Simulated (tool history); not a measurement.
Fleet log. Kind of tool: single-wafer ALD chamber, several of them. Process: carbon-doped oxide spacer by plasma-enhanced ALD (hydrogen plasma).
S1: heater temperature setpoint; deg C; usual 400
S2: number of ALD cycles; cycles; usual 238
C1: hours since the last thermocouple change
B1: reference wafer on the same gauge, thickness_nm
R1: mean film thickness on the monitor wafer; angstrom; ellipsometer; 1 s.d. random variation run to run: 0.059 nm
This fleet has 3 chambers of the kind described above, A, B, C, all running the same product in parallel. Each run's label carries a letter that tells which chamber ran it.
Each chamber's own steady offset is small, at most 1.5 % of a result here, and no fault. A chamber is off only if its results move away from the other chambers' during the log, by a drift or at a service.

run	hour	S1	S2	C1	B1	R1
1A	6.6	400	238	1682.4	12.113	118.17
2C	13.5	400	238	762.8	12.096	120.54
3B	19.2	400	238	422.2	12.097	118.89
4B	29.2	400	238	432.2	12.094	118.65
5A	39.6	400	238	1715.4	12.086	118.14
6C	47.7	392	238	797	12.111	120.81
7A	56.4	392	238	1732.2	12.102	118.06
8B	64	392	238	467	12.084	118.17
9C	70.1	400	238	819.4	12.095	121.37
10C	75.7	400	238	825	12.093	119.72
11B	82.3	400	238	485.3	12.101	118.15
12A	91.2	400	267	1767	12.102	131.12
13A	102.7	400	267	1778.5	12.086	130.4
14C	108	400	267	857.3	12.098	134.41
15B	118.1	400	238	521.1	12.103	119.4
16B	126.4	400	238	529.4	12.112	117.56
17A	132.8	400	238	1808.6	12.091	117.62
18C	140.2	405	219	889.5	12.11	108.66
19B	149.8	405	219	552.8	12.094	108.3
20A	158	405	219	1833.8	12.084	106.81
21C	166.3	400	238	915.6	12.105	120.6
22C	171.3	400	238	920.6	12.102	120.17
23A	177.9	400	238	1853.7	12.099	117.51

One chamber off, gauge drift, or nothing amiss beyond the chambers' own small offsets? If it is a chamber, which one, and what is the likeliest cause?

Neither any chamber nor the gauge drifts; the chambers differ only by their own small, steady offsets.
